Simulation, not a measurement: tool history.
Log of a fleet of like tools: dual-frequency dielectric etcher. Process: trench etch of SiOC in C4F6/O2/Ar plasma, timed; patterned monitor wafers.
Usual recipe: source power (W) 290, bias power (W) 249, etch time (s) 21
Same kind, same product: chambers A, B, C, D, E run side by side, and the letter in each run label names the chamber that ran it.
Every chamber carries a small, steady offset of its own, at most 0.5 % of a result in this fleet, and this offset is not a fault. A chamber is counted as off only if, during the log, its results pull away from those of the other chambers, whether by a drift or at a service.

run   hour  source power (W)  bias power (W)  etch time (s)  read-back reference wafer on the same gauge, depth_nm  mean etch depth across the wafer (Å)
 1B    9.9               290             249             21                                                 50.969                                428.46
 2A   18.2               290             249             21                                                 50.993                                428.21
      19.7  -- chamber C: wet clean of the chamber
      27.6  -- chamber B: wet clean of the chamber
 3C   27.9               290             249             21                                                 51.011                                 427.4
 4D   33.8               290             249             21                                                 50.988                                431.68
 5E   41.9               290             249             21                                                 50.993                                427.64
        51  -- chamber E: wet clean of the chamber
 6C   53.7               290             249             21                                                 50.994                                427.16
 7E   61.6               290             249             21                                                 50.994                                427.73
 8A   71.6               290             249             21                                                 50.986                                430.34
 9B   79.2               290             249             21                                                 50.997                                428.47
10D   89.2               290             249             21                                                 50.992                                428.98
11D  100.2               290             249             26                                                 50.996                                531.49
12A  112.1               290             249             26                                                 50.999                                533.78
13E  124.2               290             249             26                                                  50.99                                527.07
     125.6  -- chamber A: wet clean of the chamber
14C  134.3               290             249             26                                                 51.005                                531.47
15B  141.3               290             249             26                                                 51.033                                 530.8
16C  153.4               290             249             21                                                 51.022                                427.02
17B  159.9               290             249             21                                                 51.003                                430.73
18A  168.4               290             249             21                                                  51.01                                429.39
     170.2  -- chamber D: wet clean of the chamber
19D  177.8               290             249             21                                                 50.991                                430.99
20E  185.3               250             249             21                                                 50.995                                 405.3
21E  194.9               250             249             21                                                 50.978                                403.64
     199.7  -- chamber B: source power generator calibrated
22C  202.6               250             249             21                                                 50.964                                405.12
     206.5  -- chamber E: source power generator calibrated
23A  210.4               250             249             21                                                 51.018                                405.46
24D  218.6               250             249             21                                                 50.983                                406.02
25B  229.7               290             249             21                                                 51.021                                427.67
26D  240.9               290             249             21                                                 51.017                                430.35
27E  246.5               290             249             21                                                 50.971                                428.25
28B  256.9               290             249             21                                                 51.017                                428.96
29C  265.8               290             249             21                                                 50.982                                428.49
30A  277.6               290             249             21                                                 51.007                                 430.1
31D  286.7               270             249             19                                                 50.976                                 379.7

Predict what each chamber gives when all 5 of them run the settings below next.
32A  295.4               290             204             21                                                                                            ?
32B  295.4               290             204             21                                                                                            ?
32C  295.4               290             204             21                                                                                            ?
32D  295.4               290             204             21                                                                                            ?
32E  295.4               290             204             21                                                                                            ?

run  mean etch depth across the wafer (Å)
32A                                401.92
32B                                402.27
32C                                398.78
32D                                401.41
32E                                399.76

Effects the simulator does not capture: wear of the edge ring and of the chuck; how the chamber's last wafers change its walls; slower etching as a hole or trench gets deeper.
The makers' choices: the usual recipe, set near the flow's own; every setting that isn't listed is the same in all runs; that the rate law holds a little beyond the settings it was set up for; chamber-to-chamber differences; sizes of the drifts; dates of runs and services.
